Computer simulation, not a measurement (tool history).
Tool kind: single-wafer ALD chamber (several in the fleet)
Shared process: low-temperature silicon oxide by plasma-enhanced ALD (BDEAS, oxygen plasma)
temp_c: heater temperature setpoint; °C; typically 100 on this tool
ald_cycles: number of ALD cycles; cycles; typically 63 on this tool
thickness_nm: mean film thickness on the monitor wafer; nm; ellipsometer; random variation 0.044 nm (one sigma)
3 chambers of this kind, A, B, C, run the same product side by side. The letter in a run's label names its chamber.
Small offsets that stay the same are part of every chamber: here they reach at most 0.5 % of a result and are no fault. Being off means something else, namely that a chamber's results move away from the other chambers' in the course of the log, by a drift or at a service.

run   hour  temp_c  ald_cycles  hours since the last thermocouple change  read-back reference wafer on the same gauge, thickness_nm  thickness_nm
 1A    5.5     100          63                                     937.9                                                     10.110        9.0417
 2C   12.5     100          63                                    1309.3                                                     10.101        8.9585
 3B   17.2     100          63                                     280.7                                                     10.109        8.9549
 4A   21.5     100          63                                     953.9                                                     10.118        9.0811
 5B   26.7     113          72                                     290.2                                                     10.108        9.9508
 6C   32.3     113          72                                    1329.1                                                     10.109       10.0930
 7A   36.2     113          72                                     968.6                                                     10.105       10.0310
 8C   42.1     100          63                                    1338.9                                                     10.116        9.0342
 9B   48.6     100          63                                     312.1                                                     10.107        8.9538
10A   56.5     100          63                                     988.9                                                     10.120        8.9488
11C   61.4     100          63                                    1358.2                                                     10.105        9.0730
12B   68.7     100          63                                     332.2                                                     10.105        8.9055
13A   73.9     100          63                                    1006.3                                                     10.113        8.9472
      77.5  -- chamber C: thermocouple changed; heater temperature recalibrated
14B   79.5     104          72                                     343.0                                                     10.109       10.2720
15C   83.4     104          72                                       5.9                                                     10.121       10.2480
16A   91.2     104          72                                    1023.6                                                     10.105       10.1680
17C   98.5     100          63                                      21.0                                                     10.108        9.0345
18B  102.7      92          56                                     366.2                                                     10.103        8.2465
19B  106.7      92          56                                     370.2                                                     10.108        8.2006
20A  111.7      92          56                                    1044.1                                                     10.119        8.1448
21C  118.6     100          63                                      41.1                                                     10.117        8.9669
22A  123.5     100          63                                    1055.9                                                     10.115        8.9974
23C  131.3     100          63                                      53.8                                                     10.127        9.0012
24B  136.3     100          63                                     399.8                                                     10.115        8.9291
25B  141.9      86          71                                     405.4                                                     10.124       10.5960
26C  145.4      86          71                                      67.9                                                     10.112       10.6140
27A  152.7      86          71                                    1085.1                                                     10.097       10.5370
28C  156.8     100          63                                      79.3                                                     10.103        9.0756
29A  161.9     100          63                                    1094.3                                                     10.118        8.9640
30B  165.6     100          63                                     429.1                                                     10.096        8.9847
31A  169.4     100          63                                    1101.8                                                     10.107        9.0004
32B  177.4     100          63                                     440.9                                                     10.120        8.9906
33C  182.7     100          63                                     105.2                                                     10.106        9.0037
34A  190.0     100          63                                    1122.4                                                     10.116        8.9890
35B  196.7     100          63                                     460.2                                                     10.106        8.9653
36C  202.7     100          63                                     125.2                                                     10.109        8.9856
37A  209.0     100          63                                    1141.4                                                     10.101        8.9870
38C  216.4     100          63                                     138.9                                                     10.116        9.0042
39B  220.6     100          63                                     484.1                                                     10.106        8.9793
40B  227.6     100          63                                     491.1                                                     10.119        9.0907
41A  231.6     100          63                                    1164.0                                                     10.116        8.9652
42C  236.5     100          63                                     159.0                                                     10.097        8.9977
43C  241.4     100          63                                     163.9                                                     10.105        9.0390

Predict what each chamber gives when all 3 of them run the settings below next.
44A  247.1     100          63                                                                                                                  ?
44B  247.1     100          63                                                                                                                  ?
44C  247.1     100          63                                                                                                                  ?

run  thickness_nm
44A        8.9357
44B        9.0154
44C        9.1260
